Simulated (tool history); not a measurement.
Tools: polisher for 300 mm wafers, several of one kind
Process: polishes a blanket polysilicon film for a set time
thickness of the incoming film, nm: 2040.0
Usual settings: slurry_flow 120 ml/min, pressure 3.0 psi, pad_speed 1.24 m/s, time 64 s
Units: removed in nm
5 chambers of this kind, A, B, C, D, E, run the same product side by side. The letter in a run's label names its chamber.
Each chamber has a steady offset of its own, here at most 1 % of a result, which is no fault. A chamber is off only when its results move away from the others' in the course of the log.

run	hour	slurry_flow	pressure	pad_speed	time	removed
# hour 10.8: chamber A: worn pad replaced by a new one
# hour 10.8: chamber C: worn pad replaced by a new one
1A	11.8	120	3.0	1.24	64	688.34
2C	20.8	120	3.0	1.24	64	696.50
3D	35.3	120	3.0	1.24	64	693.63
4E	44.5	120	3.0	1.24	64	695.19
5B	52.4	120	3.0	1.24	64	692.63
# hour 55.8: chamber B: worn pad replaced by a new one
6A	65.2	120	3.0	1.24	64	682.35
7B	72.9	120	3.0	1.24	64	683.85
8D	79.8	120	3.0	1.24	64	695.42
9E	92.4	120	3.0	1.24	64	700.58
# hour 102.5: chamber E: worn pad replaced by a new one
10C	107.6	120	3.0	1.24	64	687.77
11C	119.8	120	3.0	1.24	64	687.67
# hour 127.0: chamber A: worn pad replaced by a new one
12B	130.2	120	3.0	1.24	64	697.19
13E	143.6	120	3.0	1.24	64	704.47
# hour 149.3: chamber D: worn pad replaced by a new one
14D	154.4	80	2.1	1.24	64	436.75
15A	164.9	80	2.1	1.24	64	432.92
16B	173.1	80	2.1	1.24	64	436.40
17D	186.3	80	2.1	1.24	64	435.96
# hour 188.3: chamber C: worn pad replaced by a new one
18E	197.1	80	2.1	1.24	64	442.07
19C	211.2	120	3.0	1.24	64	676.17
20A	222.5	110	2.4	1.24	64	541.83
21D	229.5	110	2.4	1.24	64	542.83
22C	241.5	110	2.4	1.24	64	527.09
23A	249.6	110	2.4	1.24	64	539.42
24E	261.3	110	2.4	1.24	64	546.97
# hour 262.8: chamber A: worn pad replaced by a new one
25B	270.5	120	3.0	1.24	64	697.00
# hour 277.1: chamber E: worn pad replaced by a new one
26C	278.1	120	3.0	1.24	64	682.07
27D	287.5	120	3.0	1.24	64	689.12
# hour 296.5: chamber E: slurry nozzle cleaned
# hour 296.6: chamber B: worn pad replaced by a new one
28A	298.3	120	3.0	1.24	64	684.90
29E	311.9	120	3.0	1.24	64	693.23
# hour 313.5: chamber D: slurry nozzle cleaned
30B	325.2	120	3.0	1.24	64	696.27
# hour 328.1: chamber B: slurry nozzle cleaned
# hour 334.1: chamber C: worn pad replaced by a new one
31D	339.5	120	3.0	1.24	64	702.76
32C	347.7	120	2.5	1.24	54	467.63
33A	361.1	120	2.5	1.24	54	483.20
# hour 371.1: chamber D: worn pad replaced by a new one
34B	371.1	120	2.5	1.24	54	490.12
35E	385.9	120	2.5	1.24	54	484.28
# hour 388.4: chamber E: head pressure recalibrated
36D	396.4	120	2.5	1.24	54	490.18
# hour 399.2: chamber A: worn pad replaced by a new one
37B	406.3	120	3.0	1.24	64	691.75
38A	416.0	120	3.0	1.24	64	686.84
39C	422.9	120	3.0	1.24	64	655.20
40E	430.8	120	3.0	1.24	64	694.59
41E	439.0	120	3.0	1.24	64	690.99
42C	449.1	120	3.0	1.24	64	654.55

Next, every chamber runs the same settings. What will each give?
43A	460.3	120	3.0	1.24	64	?
43B	460.3	120	3.0	1.24	64	?
43C	460.3	120	3.0	1.24	64	?
43D	460.3	120	3.0	1.24	64	?
43E	460.3	120	3.0	1.24	64	?

run	removed
43A	683.32
43B	695.53
43C	652.73
43D	689.41
43E	697.90

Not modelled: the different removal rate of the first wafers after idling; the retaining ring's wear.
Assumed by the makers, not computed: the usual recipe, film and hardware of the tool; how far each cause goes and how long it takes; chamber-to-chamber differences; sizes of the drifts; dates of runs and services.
